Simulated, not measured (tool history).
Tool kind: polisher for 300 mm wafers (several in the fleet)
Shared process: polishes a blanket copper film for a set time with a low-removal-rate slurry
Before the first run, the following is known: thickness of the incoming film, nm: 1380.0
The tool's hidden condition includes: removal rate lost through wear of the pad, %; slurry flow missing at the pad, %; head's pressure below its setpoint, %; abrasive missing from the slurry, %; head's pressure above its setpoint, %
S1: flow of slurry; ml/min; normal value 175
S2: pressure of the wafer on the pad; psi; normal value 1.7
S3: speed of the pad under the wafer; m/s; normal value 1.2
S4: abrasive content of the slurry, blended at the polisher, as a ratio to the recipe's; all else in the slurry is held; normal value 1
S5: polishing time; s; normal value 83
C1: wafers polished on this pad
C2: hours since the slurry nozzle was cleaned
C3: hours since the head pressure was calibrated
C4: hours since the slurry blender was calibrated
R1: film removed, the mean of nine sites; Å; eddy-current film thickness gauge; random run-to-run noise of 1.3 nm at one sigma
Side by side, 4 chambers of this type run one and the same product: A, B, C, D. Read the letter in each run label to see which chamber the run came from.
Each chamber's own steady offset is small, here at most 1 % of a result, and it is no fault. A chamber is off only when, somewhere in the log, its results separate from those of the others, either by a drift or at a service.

| run | day | S1 | S2 | S3 | S4 | S5 | C1 | C2 | C3 | C4 | R1 |
|---|---|---|---|---|---|---|---|---|---|---|---|
| 1B | 0.292 | 175 | 1.7 | 1.2 | 1 | 83 | 1545 | 247.8 | 493.2 | 146.7 | 1452.9 |
| 2A | 0.625 | 175 | 1.7 | 1.2 | 1 | 83 | 769 | 138.5 | 112.3 | 29.2 | 1411 |
|  | 0.692 | chamber B: worn pad replaced by a new one |
| 3D | 0.829 | 175 | 1.7 | 1.2 | 1 | 83 | 530 | 360.3 | 226.7 | 159.8 | 1458.1 |
|  | 0.883 | chamber D: slurry blender recalibrated |
|  | 1.021 | chamber A: worn pad replaced by a new one |
| 4C | 1.175 | 175 | 1.7 | 1.2 | 1 | 83 | 506 | 268.9 | 212.9 | 105 | 1458 |
| 5B | 1.521 | 175 | 1.7 | 1.2 | 1 | 83 | 215 | 277.3 | 522.7 | 176.2 | 1431 |
|  | 1.571 | chamber C: worn pad replaced by a new one |
| 6A | 1.938 | 175 | 1.7 | 1.2 | 1 | 83 | 238 | 170 | 143.8 | 60.7 | 1392.7 |
| 7C | 2.146 | 175 | 1.7 | 1.2 | 1 | 83 | 149 | 292.2 | 236.2 | 128.3 | 1450.5 |
|  | 2.362 | chamber D: worn pad replaced by a new one |
| 8D | 2.45 | 175 | 1.7 | 1.2 | 1 | 83 | 23 | 399.2 | 265.6 | 37.7 | 1458.8 |
| 9A | 2.667 | 175 | 1.7 | 1.2 | 1 | 83 | 426 | 187.5 | 161.3 | 78.2 | 1408.9 |
| 10D | 3.008 | 175 | 1.7 | 1.2 | 1 | 83 | 167 | 412.6 | 279 | 51.1 | 1467.4 |
| 11C | 3.412 | 195 | 1.7 | 1.2 | 1 | 83 | 477 | 322.6 | 266.6 | 158.7 | 1457.3 |
| 12B | 3.629 | 195 | 1.7 | 1.2 | 1 | 83 | 761 | 327.9 | 573.3 | 226.8 | 1453.6 |
|  | 3.717 | chamber C: worn pad replaced by a new one |
| 13A | 3.862 | 195 | 1.7 | 1.2 | 1 | 83 | 736 | 216.2 | 190 | 106.9 | 1385.8 |
|  | 3.992 | chamber A: slurry blender recalibrated |
| 14B | 4.2 | 195 | 1.7 | 1.2 | 1 | 83 | 909 | 341.6 | 587 | 240.5 | 1450.2 |
|  | 4.262 | chamber A: worn pad replaced by a new one |
| 15C | 4.592 | 175 | 1.7 | 1.2 | 1 | 83 | 227 | 350.9 | 294.9 | 187 | 1442 |
| 16D | 4.804 | 175 | 1.7 | 1.2 | 1 | 83 | 632 | 455.7 | 322.1 | 94.2 | 1462.3 |
| 17B | 5.075 | 175 | 1.7 | 0.96 | 1 | 101 | 1135 | 362.6 | 608 | 261.5 | 1406.6 |
| 18C | 5.258 | 175 | 1.7 | 0.96 | 1 | 101 | 400 | 366.9 | 310.9 | 203 | 1388.8 |
|  | 5.525 | chamber C: worn pad replaced by a new one |
| 19D | 5.638 | 175 | 1.7 | 0.96 | 1 | 101 | 848 | 475.7 | 342.1 | 114.2 | 1402.4 |
|  | 5.658 | chamber D: worn pad replaced by a new one |
| 20A | 5.883 | 175 | 1.7 | 0.96 | 1 | 101 | 420 | 264.7 | 238.5 | 45.4 | 1317.3 |
| 21B | 6.171 | 175 | 1.7 | 1.2 | 0.9 | 83 | 1419 | 388.9 | 634.3 | 287.8 | 1399.6 |
|  | 6.262 | chamber B: worn pad replaced by a new one |
| 22C | 6.575 | 175 | 1.7 | 1.2 | 0.9 | 83 | 272 | 398.5 | 342.5 | 234.6 | 1428.8 |
| 23A | 6.9 | 175 | 1.7 | 1.2 | 0.9 | 83 | 683 | 289.1 | 262.9 | 69.8 | 1284.7 |
|  | 7.138 | chamber C: slurry nozzle cleaned |
| 24D | 7.321 | 175 | 1.7 | 1.2 | 0.9 | 83 | 430 | 516.1 | 382.5 | 154.6 | 1418.1 |
|  | 7.55 | chamber A: worn pad replaced by a new one |
|  | 7.588 | chamber C: worn pad replaced by a new one |
| 25D | 7.696 | 175 | 1.7 | 1.2 | 1 | 83 | 527 | 525.1 | 391.5 | 163.6 | 1455.9 |
|  | 7.762 | chamber C: slurry blender recalibrated |
| 26C | 8.05 | 175 | 1.7 | 1.2 | 0.9 | 83 | 119 | 21.9 | 377.9 | 7 | 1425.5 |
| 27A | 8.446 | 175 | 1.7 | 1.2 | 0.9 | 83 | 232 | 326.2 | 300 | 106.9 | 1284.3 |
| 28B | 8.738 | 175 | 1.7 | 1.2 | 0.9 | 83 | 640 | 450.5 | 695.9 | 349.4 | 1412.2 |

One chamber off, gauge drift, or nothing amiss beyond the chambers' own small offsets? If it is a chamber, which one, and what is the likeliest cause?

Little by little, chamber A moves away from the other chambers.
What lies behind it: head's pressure below its setpoint, % = 9.52.
It could be hard to tell apart here from: slurry flow missing at the pad, %.

Which of the 4 candidates below, each the usual settings with something changed and its results left as question marks, puts chamber A back in line with what the other chambers give on the usual settings?
Counts as in line when no further than this from what the other chambers average on the usual settings: R1 45 Å
| 29A-1 | 9.038 | 175 | 1.8 | 1.24 | 1 | 85 |  |  |  |  | ? |
| 29A-2 | 9.038 | 175 | 1.6 | 1.12 | 1 | 78 |  |  |  |  | ? |
| 29A-3 | 9.038 | 175 | 1.6 | 1.14 | 1 | 83 |  |  |  |  | ? |
| 29A-4 | 9.038 | 175 | 1.8 | 1.28 | 1 | 88 |  |  |  |  | ? |

The other chambers' mean on the usual settings: R1 1442.9 Å
| run | R1 |
|---|---|
| 29A-1 | 1451.9 |
| 29A-2 | 1066.5 |
| 29A-3 | 1155.4 |
| 29A-4 | 1552.3 |
The right change is 29A-1: it brings the chamber back within the allowed miss of the others.

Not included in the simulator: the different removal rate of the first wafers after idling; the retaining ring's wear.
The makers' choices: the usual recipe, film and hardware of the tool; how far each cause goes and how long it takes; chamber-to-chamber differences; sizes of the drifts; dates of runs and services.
